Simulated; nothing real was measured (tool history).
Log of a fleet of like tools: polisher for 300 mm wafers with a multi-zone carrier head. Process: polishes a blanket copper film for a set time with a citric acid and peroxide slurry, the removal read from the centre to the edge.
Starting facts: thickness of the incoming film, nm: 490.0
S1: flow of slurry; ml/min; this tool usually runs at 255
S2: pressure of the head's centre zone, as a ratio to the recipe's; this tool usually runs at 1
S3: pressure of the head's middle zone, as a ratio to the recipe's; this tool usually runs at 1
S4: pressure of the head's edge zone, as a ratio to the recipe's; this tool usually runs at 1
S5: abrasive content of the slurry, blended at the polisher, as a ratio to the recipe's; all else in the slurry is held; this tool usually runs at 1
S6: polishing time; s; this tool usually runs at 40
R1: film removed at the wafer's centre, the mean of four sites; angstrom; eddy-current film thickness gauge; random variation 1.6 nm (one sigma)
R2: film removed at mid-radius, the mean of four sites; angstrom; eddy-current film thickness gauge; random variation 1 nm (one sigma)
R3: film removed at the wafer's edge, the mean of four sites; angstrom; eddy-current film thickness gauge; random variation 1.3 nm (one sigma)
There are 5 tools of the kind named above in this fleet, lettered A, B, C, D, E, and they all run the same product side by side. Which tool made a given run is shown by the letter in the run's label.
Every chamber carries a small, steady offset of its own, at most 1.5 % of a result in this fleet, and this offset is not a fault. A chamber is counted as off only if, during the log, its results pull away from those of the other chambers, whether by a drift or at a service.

run   hour   S1    S2  S3    S4  S5  S6      R1      R2      R3
 1B      5  255     1   1     1   1  40  1363.1  1393.2  1394.4
 2E    9.8  255     1   1     1   1  40  1358.4  1366.9  1390.5
      16.7  -- chamber B: worn pad replaced by a new one
 3D   18.3  255     1   1     1   1  40  1414.7  1411.9  1375.2
 4A   26.5  255     1   1     1   1  40  1360.8  1360.2  1374.5
      31.8  -- chamber D: worn pad replaced by a new one
 5C   32.6  255     1   1     1   1  40  1361.6  1378.5  1395.9
      35.1  -- chamber C: worn pad replaced by a new one
 6A   42.5  255  0.95   1  0.91   1  40  1279.8  1358.1  1327.9
      42.9  -- chamber E: worn pad replaced by a new one
 7C   49.5  255  0.95   1  0.91   1  40  1279.5  1370.9  1328.6
 8D   57.3  255  0.95   1  0.91   1  40  1307.9  1387.3    1321
 9B   65.2  255  0.95   1  0.91   1  40  1309.1  1363.6  1313.4
      65.5  -- chamber B: edge zone pressure recalibrated
10E   75.5  255  0.95   1  0.91   1  40  1324.8  1344.2  1303.8
11A   80.1  255     1   1     1   1  40    1348  1383.7  1381.7
12B   90.3  255     1   1     1   1  40  1363.2  1360.6  1405.1
      95.7  -- chamber C: edge zone pressure recalibrated
13C   99.3  255     1   1     1   1  40  1375.4  1365.7  1378.9
14E  106.9  255     1   1     1   1  40  1386.6    1369  1390.6
15D  113.4  255     1   1     1   1  40  1368.8    1403  1394.6
     115.6  -- chamber B: worn pad replaced by a new one
16E  119.5  255     1   1     1   1  40  1357.1  1340.5  1346.7
17A  124.4  255     1   1     1   1  40  1368.9  1343.2  1384.3
     124.9  -- chamber B: centre zone pressure recalibrated
18C  132.9  255     1   1     1   1  40  1385.7  1383.3  1363.1
     136.2  -- chamber A: slurry nozzle cleaned
19B  138.5  255     1   1     1   1  40  1371.5  1365.8  1373.8
     141.4  -- chamber D: worn pad replaced by a new one
     146.2  -- chamber A: centre zone pressure recalibrated
20D  146.9  255     1   1     1   1  40  1364.1  1389.3  1384.6
21E  155.4  255     1   1     1   1  40  1355.1  1376.6  1372.9
     157.8  -- chamber C: worn pad replaced by a new one
22D  163.7  255     1   1     1   1  40  1386.1  1388.1  1349.6
23C  173.9  255     1   1     1   1  40  1409.1  1360.2  1393.8
     178.3  -- chamber C: centre zone pressure recalibrated
24B  180.1  255   1.1   1     1   1  40  1520.3    1360  1379.9
25A  185.5  255   1.1   1     1   1  40  1463.7  1335.1  1353.8
     189.1  -- chamber E: worn pad replaced by a new one
26C    191  255   1.1   1     1   1  40  1536.7  1397.2  1394.5
     198.5  -- chamber B: worn pad replaced by a new one
27D  199.4  255   1.1   1     1   1  40  1567.5  1385.3  1396.3
28B  205.9  255   1.1   1     1   1  40  1541.9  1362.3  1384.6
29E  214.3  255     1   1     1   1  40  1376.1    1366  1400.2
30A    219  255     1   1     1   1  40  1332.2  1308.2  1333.7
31C  225.9  255     1   1     1   1  40  1358.4  1374.7  1393.8
32D  233.9  255     1   1     1   1  40  1400.9  1383.5  1376.8
33B  242.8  255     1   1     1   1  40  1385.2  1352.7  1358.3
34A  251.1  255     1   1     1   1  40  1337.2  1292.6  1300.4
     251.2  -- chamber D: worn pad replaced by a new one
35E  257.3  255     1   1     1   1  40  1387.3  1364.5    1373
       263  -- chamber E: slurry nozzle cleaned
36E  266.2  255     1   1     1   1  40    1375  1356.8  1381.2
37D  270.8  255     1   1     1   1  40  1372.5    1395  1391.9
     278.1  -- chamber B: worn pad replaced by a new one
38B  278.5  255     1   1     1   1  40  1358.5    1356  1364.2
39A  285.8  255     1   1     1   1  40  1283.5  1274.8  1286.6
     287.5  -- chamber C: worn pad replaced by a new one
40C  290.5  255     1   1     1   1  40  1394.9  1361.5  1403.8

For the next run the whole fleet of 5 chambers uses the same settings. Give each chamber's results:
41A  297.8  255   1   1   1   1  40   ?   ?   ?
41B  297.8  255   1   1   1   1  40   ?   ?   ?
41C  297.8  255   1   1   1   1  40   ?   ?   ?
41D  297.8  255   1   1   1   1  40   ?   ?   ?
41E  297.8  255   1   1   1   1  40   ?   ?   ?

run      R1      R2      R3
41A  1281.1  1288.4  1298.6
41B  1363.1  1355.8  1373.8
41C  1363.4  1366.9  1399.6
41D  1375.1  1384.1  1387.1
41E  1345.3  1376.9  1400.9
